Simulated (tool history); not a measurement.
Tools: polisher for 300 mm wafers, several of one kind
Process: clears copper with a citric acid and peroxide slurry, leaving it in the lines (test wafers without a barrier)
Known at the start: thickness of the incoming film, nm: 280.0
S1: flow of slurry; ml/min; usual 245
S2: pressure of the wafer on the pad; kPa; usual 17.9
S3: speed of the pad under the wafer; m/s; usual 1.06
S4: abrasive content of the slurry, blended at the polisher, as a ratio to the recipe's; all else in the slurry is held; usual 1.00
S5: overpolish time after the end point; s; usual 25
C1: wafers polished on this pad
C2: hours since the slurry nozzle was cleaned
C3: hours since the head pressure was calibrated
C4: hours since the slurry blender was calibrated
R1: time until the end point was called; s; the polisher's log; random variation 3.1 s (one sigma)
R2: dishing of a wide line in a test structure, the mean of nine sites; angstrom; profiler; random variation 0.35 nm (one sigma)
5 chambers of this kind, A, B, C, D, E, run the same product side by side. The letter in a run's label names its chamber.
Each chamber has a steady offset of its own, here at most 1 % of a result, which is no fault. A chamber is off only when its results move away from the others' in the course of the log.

run 1C day=0.250 | S1=245 S2=17.9 S3=1.06 S4=1.00 S5=25 | C1=372 C2=115.9 C3=282.1 C4=89.8 | R1=167.80 R2=262.90
-- day=0.538 chamber E: worn pad replaced by a new one
run 2D day=0.683 | S1=245 S2=17.9 S3=1.06 S4=1.00 S5=25 | C1=334 C2=609.3 C3=151.0 C4=371.9 | R1=168.42 R2=263.27
-- day=0.712 chamber A: slurry blender recalibrated
-- day=0.829 chamber E: head pressure recalibrated
run 3E day=0.992 | S1=245 S2=17.9 S3=1.06 S4=1.00 S5=25 | C1=53 C2=223.3 C3=4.0 C4=105.6 | R1=163.56 R2=270.38
-- day=1.279 chamber A: slurry nozzle cleaned
run 4B day=1.417 | S1=245 S2=17.9 S3=1.06 S4=1.00 S5=25 | C1=421 C2=420.1 C3=621.4 C4=158.5 | R1=162.09 R2=265.36
-- day=1.500 chamber B: head pressure recalibrated
run 5A day=1.633 | S1=245 S2=17.9 S3=1.06 S4=1.00 S5=25 | C1=326 C2=8.5 C3=426.0 C4=22.1 | R1=173.65 R2=269.39
run 6E day=1.933 | S1=245 S2=17.9 S3=1.06 S4=1.00 S5=25 | C1=163 C2=245.9 C3=26.6 C4=128.2 | R1=165.41 R2=272.66
-- day=2.150 chamber C: worn pad replaced by a new one
run 7D day=2.383 | S1=245 S2=17.9 S3=1.06 S4=1.00 S5=25 | C1=534 C2=650.1 C3=191.8 C4=412.7 | R1=167.11 R2=268.36
run 8B day=2.679 | S1=245 S2=17.9 S3=1.06 S4=1.00 S5=25 | C1=569 C2=450.4 C3=28.4 C4=188.8 | R1=161.43 R2=264.38
run 9C day=3.029 | S1=245 S2=17.9 S3=0.80 S4=0.75 S5=25 | C1=103 C2=182.6 C3=348.8 C4=156.5 | R1=233.99 R2=201.51
run 10A day=3.467 | S1=245 S2=17.9 S3=0.80 S4=0.75 S5=25 | C1=541 C2=52.5 C3=470.0 C4=66.1 | R1=236.75 R2=202.79
-- day=3.812 chamber D: slurry blender recalibrated
run 11A day=3.883 | S1=245 S2=17.9 S3=0.80 S4=0.75 S5=25 | C1=590 C2=62.5 C3=480.0 C4=76.1 | R1=231.41 R2=202.75
run 12E day=4.296 | S1=245 S2=17.9 S3=0.80 S4=0.75 S5=25 | C1=440 C2=302.6 C3=83.3 C4=184.9 | R1=231.31 R2=202.34
run 13C day=4.704 | S1=245 S2=17.9 S3=0.80 S4=0.75 S5=25 | C1=299 C2=222.8 C3=389.0 C4=196.7 | R1=238.54 R2=206.26
-- day=4.962 chamber B: worn pad replaced by a new one
run 14B day=5.000 | S1=245 S2=17.9 S3=1.06 S4=1.00 S5=25 | C1=4 C2=506.1 C3=84.1 C4=244.5 | R1=170.01 R2=267.99
-- day=5.300 chamber B: slurry nozzle cleaned
run 15D day=5.358 | S1=245 S2=23.4 S3=1.06 S4=1.00 S5=25 | C1=882 C2=721.5 C3=263.2 C4=37.2 | R1=134.36 R2=330.42
run 16C day=5.779 | S1=245 S2=23.4 S3=1.06 S4=1.00 S5=25 | C1=425 C2=248.6 C3=414.8 C4=222.5 | R1=127.92 R2=321.87
run 17E day=6.188 | S1=245 S2=23.4 S3=1.06 S4=1.00 S5=25 | C1=662 C2=348.0 C3=128.7 C4=230.3 | R1=128.51 R2=335.38
run 18D day=6.421 | S1=245 S2=23.4 S3=1.06 S4=1.00 S5=25 | C1=1007 C2=747.0 C3=288.7 C4=62.7 | R1=132.45 R2=315.48
run 19A day=6.621 | S1=245 S2=23.4 S3=1.06 S4=1.00 S5=25 | C1=910 C2=128.2 C3=545.7 C4=141.8 | R1=132.60 R2=329.35
run 20B day=6.833 | S1=245 S2=17.9 S3=1.06 S4=1.00 S5=13 | C1=219 C2=36.8 C3=128.1 C4=288.5 | R1=170.04 R2=161.14
run 21E day=7.279 | S1=245 S2=17.9 S3=1.06 S4=1.00 S5=13 | C1=790 C2=374.2 C3=154.9 C4=256.5 | R1=160.77 R2=150.60
run 22C day=7.521 | S1=245 S2=17.9 S3=1.06 S4=1.00 S5=13 | C1=629 C2=290.4 C3=456.6 C4=264.3 | R1=169.41 R2=152.82
-- day=7.654 chamber A: slurry blender recalibrated
run 23A day=7.900 | S1=245 S2=17.9 S3=1.06 S4=1.00 S5=13 | C1=1060 C2=158.9 C3=576.4 C4=6.0 | R1=164.97 R2=155.25
run 24B day=8.358 | S1=245 S2=17.9 S3=1.06 S4=1.00 S5=13 | C1=398 C2=73.4 C3=164.7 C4=325.1 | R1=163.34 R2=153.91
-- day=8.408 chamber C: worn pad replaced by a new one
run 25D day=8.700 | S1=245 S2=17.9 S3=1.06 S4=1.00 S5=25 | C1=1274 C2=801.7 C3=343.4 C4=117.4 | R1=180.23 R2=250.75
run 26D day=9.033 | S1=245 S2=17.9 S3=1.06 S4=1.00 S5=25 | C1=1313 C2=809.7 C3=351.4 C4=125.4 | R1=183.05 R2=253.42
run 27B day=9.442 | S1=245 S2=17.9 S3=1.06 S4=1.00 S5=25 | C1=525 C2=99.4 C3=190.7 C4=351.1 | R1=161.40 R2=267.48
run 28E day=9.662 | S1=245 S2=17.9 S3=1.06 S4=0.75 S5=25 | C1=1069 C2=431.4 C3=212.1 C4=313.7 | R1=184.38 R2=258.14
run 29A day=9.879 | S1=245 S2=17.9 S3=1.06 S4=0.75 S5=25 | C1=1292 C2=206.4 C3=623.9 C4=53.5 | R1=180.36 R2=257.36
-- day=9.912 chamber E: worn pad replaced by a new one
run 30C day=10.146 | S1=245 S2=17.9 S3=1.06 S4=0.75 S5=25 | C1=203 C2=353.4 C3=519.6 C4=327.3 | R1=175.77 R2=255.15
run 31B day=10.350 | S1=245 S2=17.9 S3=1.06 S4=0.75 S5=25 | C1=631 C2=121.2 C3=212.5 C4=372.9 | R1=175.64 R2=253.38
run 32C day=10.558 | S1=245 S2=17.9 S3=1.06 S4=0.75 S5=25 | C1=252 C2=363.3 C3=529.5 C4=337.2 | R1=175.09 R2=251.79
-- day=10.704 chamber A: worn pad replaced by a new one
run 33D day=10.858 | S1=245 S2=17.9 S3=1.06 S4=1.00 S5=25 | C1=1527 C2=853.5 C3=395.2 C4=169.2 | R1=188.17 R2=247.89
run 34E day=11.158 | S1=245 S2=17.9 S3=1.06 S4=1.00 S5=25 | C1=146 C2=467.3 C3=248.0 C4=349.6 | R1=167.57 R2=265.12
run 35A day=11.383 | S1=245 S2=17.9 S3=1.06 S4=1.00 S5=25 | C1=79 C2=242.5 C3=660.0 C4=89.6 | R1=169.03 R2=267.55
run 36E day=11.700 | S1=245 S2=17.9 S3=1.06 S4=1.00 S5=25 | C1=209 C2=480.3 C3=261.0 C4=362.6 | R1=166.59 R2=265.85

Next, every chamber runs the same settings. What will each give?
run 37A day=12.033 | S1=245 S2=17.9 S3=1.06 S4=1.00 S5=25 | R1=? R2=?
run 37B day=12.033 | S1=245 S2=17.9 S3=1.06 S4=1.00 S5=25 | R1=? R2=?
run 37C day=12.033 | S1=245 S2=17.9 S3=1.06 S4=1.00 S5=25 | R1=? R2=?
run 37D day=12.033 | S1=245 S2=17.9 S3=1.06 S4=1.00 S5=25 | R1=? R2=?
run 37E day=12.033 | S1=245 S2=17.9 S3=1.06 S4=1.00 S5=25 | R1=? R2=?

run=37A R1=167.70 R2=263.18
run=37B R1=165.25 R2=263.11
run=37C R1=167.12 R2=269.21
run=37D R1=190.63 R2=244.72
run=37E R1=166.34 R2=270.44

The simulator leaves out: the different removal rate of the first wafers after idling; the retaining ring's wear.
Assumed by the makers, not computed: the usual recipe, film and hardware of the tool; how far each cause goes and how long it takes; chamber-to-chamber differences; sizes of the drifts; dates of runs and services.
